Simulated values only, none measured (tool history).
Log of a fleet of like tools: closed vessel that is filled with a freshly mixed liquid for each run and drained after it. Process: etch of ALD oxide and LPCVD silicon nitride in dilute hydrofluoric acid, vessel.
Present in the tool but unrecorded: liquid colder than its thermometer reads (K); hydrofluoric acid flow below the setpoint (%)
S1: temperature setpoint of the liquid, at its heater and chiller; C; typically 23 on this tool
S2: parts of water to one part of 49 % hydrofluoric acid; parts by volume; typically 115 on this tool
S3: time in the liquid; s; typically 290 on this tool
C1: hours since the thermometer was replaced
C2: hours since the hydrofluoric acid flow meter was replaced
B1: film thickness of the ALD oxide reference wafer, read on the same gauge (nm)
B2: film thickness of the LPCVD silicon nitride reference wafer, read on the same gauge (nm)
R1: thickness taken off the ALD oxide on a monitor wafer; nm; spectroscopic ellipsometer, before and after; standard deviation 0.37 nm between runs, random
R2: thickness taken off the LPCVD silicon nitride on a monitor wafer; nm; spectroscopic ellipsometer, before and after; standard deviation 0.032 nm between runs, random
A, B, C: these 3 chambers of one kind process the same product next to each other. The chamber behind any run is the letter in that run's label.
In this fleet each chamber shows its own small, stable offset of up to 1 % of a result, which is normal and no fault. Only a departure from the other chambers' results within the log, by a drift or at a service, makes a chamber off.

{"run": "1A", "day": 0.292, "S1": 23, "S2": 115, "S3": 290, "C1": 1665.7, "C2": 1262.2, "B1": 110.03, "B2": 150.01, "R1": 53.806, "R2": 1.2629}
{"run": "2B", "day": 0.9, "S1": 23, "S2": 115, "S3": 290, "C1": 908, "C2": 869.3, "B1": 110.02, "B2": 150.01, "R1": 52.377, "R2": 1.3146}
{"run": "3C", "day": 1.433, "S1": 23, "S2": 115, "S3": 290, "C1": 1699.8, "C2": 347.5, "B1": 109.98, "B2": 150, "R1": 53.755, "R2": 1.3211}
{"run": "4C", "day": 1.717, "S1": 23, "S2": 115, "S3": 290, "C1": 1706.6, "C2": 354.3, "B1": 110.02, "B2": 149.98, "R1": 53.012, "R2": 1.3438}
{"run": "5A", "day": 2.167, "S1": 26.5, "S2": 170, "S3": 290, "C1": 1710.7, "C2": 1307.2, "B1": 110.03, "B2": 149.99, "R1": 38.648, "R2": 1.1267}
{"day": 2.238, "done": "chamber A: thermometer replaced"}
{"run": "6B", "day": 2.462, "S1": 26.5, "S2": 170, "S3": 290, "C1": 945.5, "C2": 906.8, "B1": 109.98, "B2": 149.98, "R1": 38.183, "R2": 1.1523}
{"run": "7B", "day": 2.833, "S1": 26.5, "S2": 170, "S3": 290, "C1": 954.4, "C2": 915.7, "B1": 109.99, "B2": 150.01, "R1": 38.117, "R2": 1.1823}
{"run": "8C", "day": 3.208, "S1": 23, "S2": 115, "S3": 290, "C1": 1742.4, "C2": 390.1, "B1": 109.97, "B2": 150.02, "R1": 53.416, "R2": 1.2645}
{"run": "9A", "day": 3.854, "S1": 18.5, "S2": 90, "S3": 290, "C1": 38.8, "C2": 1347.7, "B1": 110.01, "B2": 150.03, "R1": 58.899, "R2": 1.2865}
{"run": "10A", "day": 4.2, "S1": 18.5, "S2": 90, "S3": 290, "C1": 47.1, "C2": 1356, "B1": 110.02, "B2": 150, "R1": 58.37, "R2": 1.2894}
{"run": "11B", "day": 4.629, "S1": 18.5, "S2": 90, "S3": 290, "C1": 997.5, "C2": 958.8, "B1": 110, "B2": 150.01, "R1": 58.088, "R2": 1.2921}
{"run": "12C", "day": 5.029, "S1": 23, "S2": 115, "S3": 290, "C1": 1786.1, "C2": 433.8, "B1": 110, "B2": 149.98, "R1": 53.201, "R2": 1.3435}
{"run": "13A", "day": 5.646, "S1": 21, "S2": 155, "S3": 290, "C1": 81.8, "C2": 1390.7, "B1": 109.99, "B2": 150, "R1": 34.466, "R2": 0.8998}
{"run": "14B", "day": 6.271, "S1": 21, "S2": 155, "S3": 290, "C1": 1036.9, "C2": 998.2, "B1": 110, "B2": 149.98, "R1": 34.76, "R2": 0.91949}
{"run": "15C", "day": 6.9, "S1": 21, "S2": 155, "S3": 290, "C1": 1831, "C2": 478.7, "B1": 109.99, "B2": 150.03, "R1": 34.45, "R2": 0.85549}
{"run": "16C", "day": 7.346, "S1": 23, "S2": 150, "S3": 290, "C1": 1841.7, "C2": 489.4, "B1": 110.02, "B2": 150.02, "R1": 39.941, "R2": 1.0503}
{"day": 7.888, "done": "chamber C: thermometer replaced"}
{"run": "17B", "day": 7.938, "S1": 23, "S2": 150, "S3": 290, "C1": 1076.9, "C2": 1038.2, "B1": 109.96, "B2": 149.97, "R1": 38.867, "R2": 1.0247}
{"run": "18A", "day": 8.504, "S1": 23, "S2": 150, "S3": 290, "C1": 150.4, "C2": 1459.3, "B1": 110.01, "B2": 149.97, "R1": 38.484, "R2": 0.98557}
{"run": "19B", "day": 9.146, "S1": 23, "S2": 115, "S3": 290, "C1": 1105.9, "C2": 1067.2, "B1": 109.98, "B2": 149.97, "R1": 52.596, "R2": 1.3449}
{"run": "20C", "day": 9.512, "S1": 23, "S2": 115, "S3": 290, "C1": 39.1, "C2": 541.4, "B1": 109.98, "B2": 150, "R1": 53.23, "R2": 1.3227}
{"run": "21A", "day": 9.95, "S1": 23, "S2": 115, "S3": 290, "C1": 185.1, "C2": 1494, "B1": 109.96, "B2": 150, "R1": 52.031, "R2": 1.3238}
{"run": "22B", "day": 10.25, "S1": 23, "S2": 115, "S3": 290, "C1": 1132.4, "C2": 1093.7, "B1": 109.97, "B2": 150, "R1": 52.681, "R2": 1.3766}
{"run": "23A", "day": 10.546, "S1": 18, "S2": 60, "S3": 290, "C1": 199.4, "C2": 1508.3, "B1": 109.98, "B2": 149.98, "R1": 88.07, "R2": 1.7743}
{"run": "24C", "day": 10.938, "S1": 18, "S2": 60, "S3": 290, "C1": 73.3, "C2": 575.6, "B1": 109.99, "B2": 150.01, "R1": 87.285, "R2": 1.7627}
{"run": "25B", "day": 11.525, "S1": 18, "S2": 60, "S3": 290, "C1": 1163, "C2": 1124.3, "B1": 109.96, "B2": 150.01, "R1": 89.318, "R2": 1.8263}
{"run": "26A", "day": 12.167, "S1": 23, "S2": 115, "S3": 290, "C1": 238.3, "C2": 1547.2, "B1": 110.01, "B2": 149.99, "R1": 51.307, "R2": 1.2872}
{"run": "27C", "day": 12.475, "S1": 23, "S2": 115, "S3": 290, "C1": 110.2, "C2": 612.5, "B1": 110, "B2": 149.99, "R1": 52.71, "R2": 1.3367}
{"run": "28A", "day": 13.046, "S1": 23, "S2": 115, "S3": 290, "C1": 259.4, "C2": 1568.3, "B1": 110.04, "B2": 150.01, "R1": 50.873, "R2": 1.3397}
{"run": "29B", "day": 13.579, "S1": 23, "S2": 115, "S3": 290, "C1": 1212.3, "C2": 1173.6, "B1": 109.98, "B2": 150.02, "R1": 52.197, "R2": 1.3367}
{"run": "30C", "day": 13.971, "S1": 23, "S2": 115, "S3": 290, "C1": 146.1, "C2": 648.4, "B1": 109.98, "B2": 150.03, "R1": 53.586, "R2": 1.3349}
{"run": "31B", "day": 14.567, "S1": 23, "S2": 115, "S3": 290, "C1": 1236, "C2": 1197.3, "B1": 110, "B2": 150, "R1": 53.305, "R2": 1.4155}
{"run": "32C", "day": 14.95, "S1": 23, "S2": 115, "S3": 290, "C1": 169.6, "C2": 671.9, "B1": 110.03, "B2": 150.01, "R1": 53.907, "R2": 1.3247}
{"run": "33A", "day": 15.417, "S1": 23, "S2": 115, "S3": 290, "C1": 316.3, "C2": 1625.2, "B1": 110.03, "B2": 150.02, "R1": 50.072, "R2": 1.3016}
{"run": "34C", "day": 15.938, "S1": 23, "S2": 115, "S3": 290, "C1": 193.3, "C2": 695.6, "B1": 109.96, "B2": 150, "R1": 53.142, "R2": 1.3107}
{"run": "35B", "day": 16.238, "S1": 23, "S2": 115, "S3": 290, "C1": 1276.1, "C2": 1237.4, "B1": 110.02, "B2": 150.02, "R1": 52.437, "R2": 1.304}
{"run": "36A", "day": 16.846, "S1": 23, "S2": 115, "S3": 290, "C1": 350.6, "C2": 1659.5, "B1": 110, "B2": 149.98, "R1": 49.929, "R2": 1.2784}
{"run": "37B", "day": 17.483, "S1": 23, "S2": 115, "S3": 290, "C1": 1306, "C2": 1267.3, "B1": 110.04, "B2": 149.99, "R1": 52.972, "R2": 1.3517}

Does one chamber stand apart from the rest, does the shared gauge drift, or is all well apart from small per-chamber offsets? Give the chamber and the most likely cause, where there is one.

Chamber A drifts away from the others.
Cause: hydrofluoric acid flow below the setpoint (%) = 6.6.

Here are 4 candidates for chamber A's next run, each the usual settings with a change, their results left as question marks. Which one brings its results back in line with what the others give on the usual settings?
In line means no further than this from the other chambers' mean on the usual settings: R1 1.3 nm; R2 0.11 nm
{"run": "38A-1", "day": 17.95, "S1": 22.5, "S2": 105, "S3": 310, "R1": "?", "R2": "?"}
{"run": "38A-2", "day": 17.95, "S1": 23.5, "S2": 125, "S3": 270, "R1": "?", "R2": "?"}
{"run": "38A-3", "day": 17.95, "S1": 23.5, "S2": 120, "S3": 280, "R1": "?", "R2": "?"}
{"run": "38A-4", "day": 17.95, "S1": 22.5, "S2": 110, "S3": 300, "R1": "?", "R2": "?"}

The mean the other chambers reach with the usual settings: R1 53.037 nm; R2 1.3396 nm
run=38A-1 R1=57.327 R2=1.428
run=38A-2 R1=42.428 R2=1.1158
run=38A-3 R1=46.151 R2=1.2054
run=38A-4 R1=52.587 R2=1.3192
The answer is 38A-4, which returns the chamber to within the allowed miss of the others.
